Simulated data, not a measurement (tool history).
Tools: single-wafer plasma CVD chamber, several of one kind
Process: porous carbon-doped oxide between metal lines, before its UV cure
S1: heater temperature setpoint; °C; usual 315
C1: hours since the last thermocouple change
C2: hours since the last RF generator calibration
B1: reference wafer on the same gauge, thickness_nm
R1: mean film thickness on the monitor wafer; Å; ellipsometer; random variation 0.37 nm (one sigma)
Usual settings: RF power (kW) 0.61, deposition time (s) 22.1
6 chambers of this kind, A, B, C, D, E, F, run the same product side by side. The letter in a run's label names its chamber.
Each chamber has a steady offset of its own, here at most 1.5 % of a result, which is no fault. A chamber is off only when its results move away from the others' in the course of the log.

Run 1C, hour 7.4: usual settings; C1 818.1; C2 2019.2; B1 124.99. Result: R1 1275.8 Å.
Run 2B, hour 11.4: usual settings; C1 1379.4; C2 229.7; B1 124.96. Result: R1 1269.1 Å.
Run 3E, hour 16.7: usual settings; C1 770.8; C2 886.3; B1 125. Result: R1 1273.5 Å.
Run 4A, hour 22.6: usual settings; C1 656.9; C2 1143.8; B1 125.11. Result: R1 1250.9 Å.
Run 5D, hour 26.8: usual settings; C1 868; C2 448.9; B1 124.99. Result: R1 1282.4 Å.
Run 6F, hour 34.6: usual settings; C1 1428; C2 547.3; B1 125.04. Result: R1 1257.5 Å.
Run 7F, hour 42.4: usual settings; C1 1435.8; C2 555.1; B1 124.96. Result: R1 1255.6 Å.
At hour 46.4: chamber A: RF generator calibrated.
Run 8A, hour 48.7: usual settings; C1 683; C2 2.3; B1 124.98. Result: R1 1253.3 Å.
Run 9C, hour 53.1: usual settings; C1 863.8; C2 2064.9; B1 125. Result: R1 1282.8 Å.
Run 10E, hour 56.8: usual settings; C1 810.9; C2 926.4; B1 124.95. Result: R1 1272.9 Å.
At hour 60: chamber C: RF generator calibrated.
Run 11B, hour 63.1: usual settings; C1 1431.1; C2 281.4; B1 125.03. Result: R1 1268.4 Å.
Run 12D, hour 68.7: usual settings; C1 909.9; C2 490.8; B1 125.04. Result: R1 1274.7 Å.
Run 13A, hour 73: usual settings but S1 305 °C; C1 707.3; C2 26.6; B1 124.94. Result: R1 1321.9 Å.
Run 14E, hour 77.7: usual settings but S1 305 °C; C1 831.8; C2 947.3; B1 125.04. Result: R1 1341.8 Å.
Run 15D, hour 85.9: usual settings but S1 305 °C; C1 927.1; C2 508; B1 125.05. Result: R1 1344.9 Å.
Run 16C, hour 91: usual settings but S1 305 °C; C1 901.7; C2 31; B1 125.1. Result: R1 1343.3 Å.
Run 17B, hour 98.3: usual settings but S1 305 °C; C1 1466.3; C2 316.6; B1 125.03. Result: R1 1338.5 Å.
Run 18F, hour 102.2: usual settings but S1 305 °C; C1 1495.6; C2 614.9; B1 124.98. Result: R1 1317.7 Å.
Run 19A, hour 110.4: usual settings; C1 744.7; C2 64; B1 124.97. Result: R1 1254.3 Å.
Run 20D, hour 114.5: usual settings; C1 955.7; C2 536.6; B1 124.97. Result: R1 1278.8 Å.
Run 21E, hour 119.3: usual settings; C1 873.4; C2 988.9; B1 124.96. Result: R1 1264.8 Å.
Run 22B, hour 124.4: usual settings; C1 1492.4; C2 342.7; B1 125.01. Result: R1 1267 Å.
Run 23F, hour 128: usual settings; C1 1521.4; C2 640.7; B1 124.98. Result: R1 1256.7 Å.
Run 24C, hour 131.7: usual settings; C1 942.4; C2 71.7; B1 124.95. Result: R1 1278.5 Å.
Run 25D, hour 135.7: usual settings; C1 976.9; C2 557.8; B1 125. Result: R1 1278.3 Å.
Run 26E, hour 143.5: usual settings; C1 897.6; C2 1013.1; B1 124.91. Result: R1 1275.7 Å.
Run 27F, hour 147.9: usual settings but RF power (kW) 0.505, deposition time (s) 25.1; C1 1541.3; C2 660.6; B1 124.99. Result: R1 1251.6 Å.
Run 28C, hour 152.6: usual settings but RF power (kW) 0.505, deposition time (s) 25.1; C1 963.3; C2 92.6; B1 124.95. Result: R1 1275.4 Å.
Run 29B, hour 160.3: usual settings but RF power (kW) 0.505, deposition time (s) 25.1; C1 1528.3; C2 378.6; B1 125.04. Result: R1 1254.4 Å.
Run 30A, hour 165.9: usual settings but RF power (kW) 0.505, deposition time (s) 25.1; C1 800.2; C2 119.5; B1 125.05. Result: R1 1258.7 Å.
Run 31B, hour 171.3: usual settings but RF power (kW) 0.505, deposition time (s) 25.1; C1 1539.3; C2 389.6; B1 125.03. Result: R1 1260.7 Å.
Run 32A, hour 178.4: usual settings but RF power (kW) 0.505, deposition time (s) 25.1; C1 812.7; C2 132; B1 124.89. Result: R1 1261.1 Å.
Run 33F, hour 186.4: usual settings; C1 1579.8; C2 699.1; B1 124.94. Result: R1 1252.7 Å.
Run 34E, hour 192.9: usual settings but RF power (kW) 0.67, deposition time (s) 23.7; C1 947; C2 1062.5; B1 125.09. Result: R1 1458.9 Å.
Run 35C, hour 198.3: usual settings but RF power (kW) 0.67, deposition time (s) 23.7; C1 1009; C2 138.3; B1 125.04. Result: R1 1455.3 Å.
Run 36D, hour 203.5: usual settings but RF power (kW) 0.67, deposition time (s) 23.7; C1 1044.7; C2 625.6; B1 125.04. Result: R1 1457.6 Å.
Run 37B, hour 210.9: usual settings but RF power (kW) 0.67, deposition time (s) 23.7; C1 1578.9; C2 429.2; B1 125.06. Result: R1 1444.2 Å.
Run 38D, hour 214.7: usual settings but RF power (kW) 0.67, deposition time (s) 23.7; C1 1055.9; C2 636.8; B1 125.05. Result: R1 1459 Å.
Run 39A, hour 220: usual settings but RF power (kW) 0.67, deposition time (s) 23.7; C1 854.3; C2 173.6; B1 124.99. Result: R1 1428.8 Å.
Run 40F, hour 227.3: usual settings; C1 1620.7; C2 740; B1 124.95. Result: R1 1254.3 Å.
Run 41E, hour 234.1: usual settings but deposition time (s) 23.5; C1 988.2; C2 1103.7; B1 124.92. Result: R1 1346 Å.
Run 42C, hour 238: usual settings but deposition time (s) 23.5; C1 1048.7; C2 178; B1 124.94. Result: R1 1357.6 Å.

All 6 chambers run these settings next. Forecast each chamber's results:
Run 43A, hour 243.9: usual settings but S1 301 °C. Result: R1 ?.
Run 43B, hour 243.9: usual settings but S1 301 °C. Result: R1 ?.
Run 43C, hour 243.9: usual settings but S1 301 °C. Result: R1 ?.
Run 43D, hour 243.9: usual settings but S1 301 °C. Result: R1 ?.
Run 43E, hour 243.9: usual settings but S1 301 °C. Result: R1 ?.
Run 43F, hour 243.9: usual settings but S1 301 °C. Result: R1 ?.

run      R1
43A  1358.8
43B    1365
43C  1371.7
43D  1383.2
43E    1375
43F  1351.9
